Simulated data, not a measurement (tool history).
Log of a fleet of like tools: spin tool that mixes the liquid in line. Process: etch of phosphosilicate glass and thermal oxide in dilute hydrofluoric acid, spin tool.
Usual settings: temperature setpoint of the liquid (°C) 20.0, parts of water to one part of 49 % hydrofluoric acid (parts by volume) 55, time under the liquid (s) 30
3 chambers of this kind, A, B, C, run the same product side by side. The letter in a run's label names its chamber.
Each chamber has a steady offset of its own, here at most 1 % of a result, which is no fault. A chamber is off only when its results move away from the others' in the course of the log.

| run | day | temperature setpoint of the liquid (°C) | parts of water to one part of 49 % hydrofluoric acid (parts by volume) | time under the liquid (s) | read-back film thickness of the phosphosilicate glass reference wafer, read on the same gauge (nm) | read-back film thickness of the thermal oxide reference wafer, read on the same gauge (nm) | thickness taken off the phosphosilicate glass on a monitor wafer (Å) | thickness taken off the thermal oxide on a monitor wafer (Å) |
|---|---|---|---|---|---|---|---|---|
| 1C | 0.392 | 20.0 | 55 | 30 | 99.995 | 29.982 | 337.72 | 22.396 |
| 2B | 0.704 | 20.0 | 55 | 30 | 100.010 | 30.005 | 339.88 | 22.552 |
|  | 0.867 | chamber C: thermometer replaced |
| 3A | 1.100 | 20.0 | 55 | 30 | 99.962 | 30.004 | 333.97 | 21.957 |
| 4A | 1.692 | 20.0 | 55 | 30 | 99.992 | 30.004 | 334.96 | 22.475 |
| 5C | 2.017 | 20.0 | 55 | 30 | 100.010 | 30.020 | 338.54 | 22.375 |
| 6B | 2.571 | 20.0 | 55 | 30 | 100.010 | 29.983 | 336.60 | 22.508 |
| 7A | 3.217 | 20.0 | 55 | 30 | 100.000 | 29.994 | 339.23 | 21.851 |
| 8C | 3.858 | 18.0 | 55 | 30 | 100.030 | 30.022 | 311.72 | 20.768 |
| 9B | 4.292 | 18.0 | 55 | 30 | 99.995 | 29.994 | 313.39 | 20.387 |
| 10A | 4.842 | 18.0 | 55 | 30 | 100.020 | 30.007 | 310.82 | 20.573 |
| 11C | 5.421 | 20.0 | 55 | 30 | 99.990 | 29.991 | 336.89 | 22.170 |
| 12B | 5.854 | 20.0 | 55 | 30 | 100.010 | 30.013 | 334.50 | 22.185 |
| 13A | 6.212 | 20.0 | 55 | 30 | 99.999 | 29.989 | 333.43 | 22.707 |
| 14B | 6.721 | 20.0 | 55 | 30 | 100.010 | 29.991 | 339.19 | 22.452 |
| 15C | 7.038 | 20.0 | 35 | 40 | 100.010 | 29.984 | 711.32 | 48.157 |
| 16A | 7.508 | 20.0 | 35 | 40 | 99.967 | 29.987 | 717.64 | 47.369 |
| 17B | 8.029 | 20.0 | 35 | 40 | 99.987 | 30.013 | 725.29 | 47.580 |
| 18C | 8.333 | 17.5 | 55 | 20 | 100.010 | 29.994 | 202.31 | 13.493 |
| 19A | 8.675 | 17.5 | 55 | 20 | 100.010 | 29.988 | 205.05 | 13.201 |
| 20B | 9.017 | 17.5 | 55 | 20 | 100.000 | 30.017 | 202.82 | 13.514 |
| 21C | 9.408 | 20.0 | 55 | 30 | 99.991 | 29.976 | 338.68 | 22.308 |
| 22B | 9.804 | 20.0 | 55 | 30 | 99.994 | 30.003 | 336.95 | 22.760 |
| 23C | 10.146 | 20.0 | 55 | 30 | 99.998 | 29.996 | 340.00 | 22.570 |
| 24A | 10.629 | 20.0 | 55 | 30 | 99.988 | 30.007 | 337.53 | 21.773 |
| 25A | 11.054 | 20.0 | 55 | 30 | 99.992 | 30.013 | 334.26 | 22.250 |
| 26C | 11.367 | 20.0 | 55 | 30 | 99.994 | 29.998 | 334.57 | 22.458 |
|  | 11.683 | chamber C: hydrofluoric acid flow meter replaced |
| 27B | 12.012 | 20.0 | 55 | 30 | 100.010 | 30.002 | 336.43 | 22.439 |
| 28A | 12.567 | 20.0 | 55 | 25 | 99.974 | 30.014 | 279.13 | 18.348 |
| 29C | 13.154 | 20.0 | 55 | 25 | 100.000 | 29.996 | 280.81 | 18.503 |
| 30B | 13.508 | 20.0 | 55 | 25 | 100.020 | 29.999 | 284.55 | 18.766 |
| 31B | 14.138 | 20.0 | 55 | 30 | 100.000 | 30.018 | 341.16 | 22.468 |
| 32A | 14.546 | 20.0 | 55 | 30 | 99.989 | 29.988 | 337.39 | 22.102 |
| 33C | 14.971 | 20.0 | 55 | 30 | 100.020 | 29.974 | 335.20 | 22.147 |
| 34B | 15.521 | 20.0 | 55 | 30 | 99.996 | 30.025 | 338.20 | 22.382 |
| 35C | 16.162 | 20.0 | 55 | 30 | 99.994 | 29.984 | 334.72 | 22.552 |
| 36A | 16.579 | 20.0 | 55 | 30 | 99.992 | 29.985 | 336.75 | 21.863 |
| 37A | 17.200 | 20.0 | 55 | 30 | 100.020 | 30.000 | 334.35 | 21.790 |
| 38C | 17.796 | 20.0 | 55 | 30 | 100.000 | 30.013 | 339.42 | 22.091 |
| 39B | 18.450 | 22.5 | 65 | 30 | 100.030 | 29.998 | 310.69 | 20.322 |
| 40A | 19.079 | 22.5 | 65 | 30 | 100.020 | 29.994 | 311.19 | 20.516 |

All 3 chambers run these settings next. Forecast each chamber's results:
| 41A | 19.579 | 20.0 | 55 | 30 |  |  | ? | ? |
| 41B | 19.579 | 20.0 | 55 | 30 |  |  | ? | ? |
| 41C | 19.579 | 20.0 | 55 | 30 |  |  | ? | ? |

| run | thickness taken off the phosphosilicate glass on a monitor wafer (Å) | thickness taken off the thermal oxide on a monitor wafer (Å) |
|---|---|---|
| 41A | 337.30 | 22.138 |
| 41B | 336.93 | 22.286 |
| 41C | 337.00 | 22.354 |
